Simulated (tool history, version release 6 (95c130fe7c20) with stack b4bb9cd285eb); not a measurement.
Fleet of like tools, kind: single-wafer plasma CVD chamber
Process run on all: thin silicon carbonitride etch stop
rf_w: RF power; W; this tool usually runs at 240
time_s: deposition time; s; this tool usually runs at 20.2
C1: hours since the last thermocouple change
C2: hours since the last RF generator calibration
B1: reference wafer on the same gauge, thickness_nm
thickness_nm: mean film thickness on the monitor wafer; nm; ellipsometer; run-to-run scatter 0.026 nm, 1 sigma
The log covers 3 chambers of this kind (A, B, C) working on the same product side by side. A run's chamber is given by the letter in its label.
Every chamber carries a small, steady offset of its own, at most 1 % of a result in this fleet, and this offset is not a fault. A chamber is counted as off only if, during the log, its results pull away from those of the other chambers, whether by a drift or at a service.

run 1B hour=4.2 | rf_w=240 time_s=20.2 | C1=2129.1 C2=976.5 | B1=13.903 | thickness_nm=12.0670
run 2A hour=8.4 | rf_w=240 time_s=20.2 | C1=203.8 C2=63.2 | B1=13.894 | thickness_nm=12.2180
run 3C hour=15.6 | rf_w=240 time_s=20.2 | C1=2056.5 C2=660.1 | B1=13.895 | thickness_nm=12.1530
run 4A hour=20.5 | rf_w=240 time_s=20.2 | C1=215.9 C2=75.3 | B1=13.907 | thickness_nm=12.1860
run 5B hour=27.1 | rf_w=240 time_s=20.2 | C1=2152.0 C2=999.4 | B1=13.908 | thickness_nm=12.0400
run 6C hour=32.5 | rf_w=240 time_s=20.2 | C1=2073.4 C2=677.0 | B1=13.902 | thickness_nm=12.1640
run 7C hour=39.5 | rf_w=240 time_s=20.2 | C1=2080.4 C2=684.0 | B1=13.904 | thickness_nm=12.1260
run 8A hour=47.8 | rf_w=240 time_s=20.2 | C1=243.2 C2=102.6 | B1=13.900 | thickness_nm=12.2080
run 9B hour=52.1 | rf_w=240 time_s=20.2 | C1=2177.0 C2=1024.4 | B1=13.906 | thickness_nm=12.0450
run 10B hour=61.6 | rf_w=240 time_s=20.2 | C1=2186.5 C2=1033.9 | B1=13.901 | thickness_nm=12.0640
run 11A hour=69.3 | rf_w=240 time_s=20.2 | C1=264.7 C2=124.1 | B1=13.892 | thickness_nm=12.1870
run 12C hour=74.9 | rf_w=240 time_s=20.2 | C1=2115.8 C2=719.4 | B1=13.896 | thickness_nm=12.1210
run 13A hour=79.3 | rf_w=265 time_s=16.9 | C1=274.7 C2=134.1 | B1=13.899 | thickness_nm=10.5100
run 14C hour=85.8 | rf_w=265 time_s=16.9 | C1=2126.7 C2=730.3 | B1=13.900 | thickness_nm=10.5050
run 15B hour=94.8 | rf_w=265 time_s=16.9 | C1=2219.7 C2=1067.1 | B1=13.902 | thickness_nm=10.4110
run 16B hour=101.7 | rf_w=240 time_s=20.2 | C1=2226.6 C2=1074.0 | B1=13.907 | thickness_nm=12.0420
run 17A hour=106.6 | rf_w=240 time_s=20.2 | C1=302.0 C2=161.4 | B1=13.895 | thickness_nm=12.1920
run 18C hour=110.8 | rf_w=240 time_s=20.2 | C1=2151.7 C2=755.3 | B1=13.897 | thickness_nm=12.1450
run 19C hour=119.3 | rf_w=215 time_s=17.1 | C1=2160.2 C2=763.8 | B1=13.902 | thickness_nm=9.9344
run 20A hour=125.8 | rf_w=215 time_s=17.1 | C1=321.2 C2=180.6 | B1=13.892 | thickness_nm=10.0110
run 21B hour=133.9 | rf_w=215 time_s=17.1 | C1=2258.8 C2=1106.2 | B1=13.899 | thickness_nm=9.8833
run 22A hour=143.3 | rf_w=240 time_s=20.2 | C1=338.7 C2=198.1 | B1=13.902 | thickness_nm=12.1700
run 23B hour=149.6 | rf_w=240 time_s=20.2 | C1=2274.5 C2=1121.9 | B1=13.899 | thickness_nm=12.0090
run 24C hour=158.8 | rf_w=240 time_s=20.2 | C1=2199.7 C2=803.3 | B1=13.905 | thickness_nm=12.1700
run 25B hour=168.3 | rf_w=240 time_s=20.2 | C1=2293.2 C2=1140.6 | B1=13.895 | thickness_nm=12.1240
run 26C hour=175.6 | rf_w=240 time_s=20.2 | C1=2216.5 C2=820.1 | B1=13.900 | thickness_nm=12.1560
run 27A hour=180.8 | rf_w=240 time_s=20.2 | C1=376.2 C2=235.6 | B1=13.898 | thickness_nm=12.1510
run 28B hour=186.4 | rf_w=240 time_s=20.2 | C1=2311.3 C2=1158.7 | B1=13.904 | thickness_nm=12.0610
run 29C hour=192.9 | rf_w=240 time_s=20.2 | C1=2233.8 C2=837.4 | B1=13.909 | thickness_nm=12.1480
run 30A hour=197.9 | rf_w=240 time_s=20.2 | C1=393.3 C2=252.7 | B1=13.902 | thickness_nm=12.1960
run 31C hour=203.6 | rf_w=200 time_s=16.7 | C1=2244.5 C2=848.1 | B1=13.904 | thickness_nm=9.4904
run 32A hour=211.7 | rf_w=200 time_s=16.7 | C1=407.1 C2=266.5 | B1=13.892 | thickness_nm=9.5714
run 33B hour=217.3 | rf_w=200 time_s=16.7 | C1=2342.2 C2=1189.6 | B1=13.900 | thickness_nm=9.4635
run 34B hour=222.1 | rf_w=240 time_s=20.2 | C1=2347.0 C2=1194.4 | B1=13.900 | thickness_nm=12.0260
run 35A hour=230.7 | rf_w=240 time_s=20.2 | C1=426.1 C2=285.5 | B1=13.896 | thickness_nm=12.1980
run 36C hour=238.9 | rf_w=240 time_s=20.2 | C1=2279.8 C2=883.4 | B1=13.895 | thickness_nm=12.1570
run 37B hour=243.8 | rf_w=240 time_s=20.2 | C1=2368.7 C2=1216.1 | B1=13.905 | thickness_nm=12.0860
run 38C hour=253.2 | rf_w=240 time_s=20.2 | C1=2294.1 C2=897.7 | B1=13.899 | thickness_nm=12.2130
run 39A hour=261.7 | rf_w=240 time_s=20.2 | C1=457.1 C2=316.5 | B1=13.892 | thickness_nm=12.2090
run 40B hour=269.7 | rf_w=240 time_s=20.2 | C1=2394.6 C2=1242.0 | B1=13.896 | thickness_nm=12.0250
run 41C hour=274.0 | rf_w=240 time_s=20.2 | C1=2314.9 C2=918.5 | B1=13.910 | thickness_nm=12.1620
run 42A hour=280.6 | rf_w=240 time_s=20.2 | C1=476.0 C2=335.4 | B1=13.896 | thickness_nm=12.2120
run 43B hour=288.3 | rf_w=240 time_s=20.2 | C1=2413.2 C2=1260.6 | B1=13.899 | thickness_nm=12.0930

Has any chamber moved away from the others, gradually or after a service, or does the common gauge drift, or do the chambers differ only by their own small steady offsets? State the chamber and the most likely cause if one applies.

Nothing is wrong: each chamber keeps only its own small, steady offset and the gauge holds still.

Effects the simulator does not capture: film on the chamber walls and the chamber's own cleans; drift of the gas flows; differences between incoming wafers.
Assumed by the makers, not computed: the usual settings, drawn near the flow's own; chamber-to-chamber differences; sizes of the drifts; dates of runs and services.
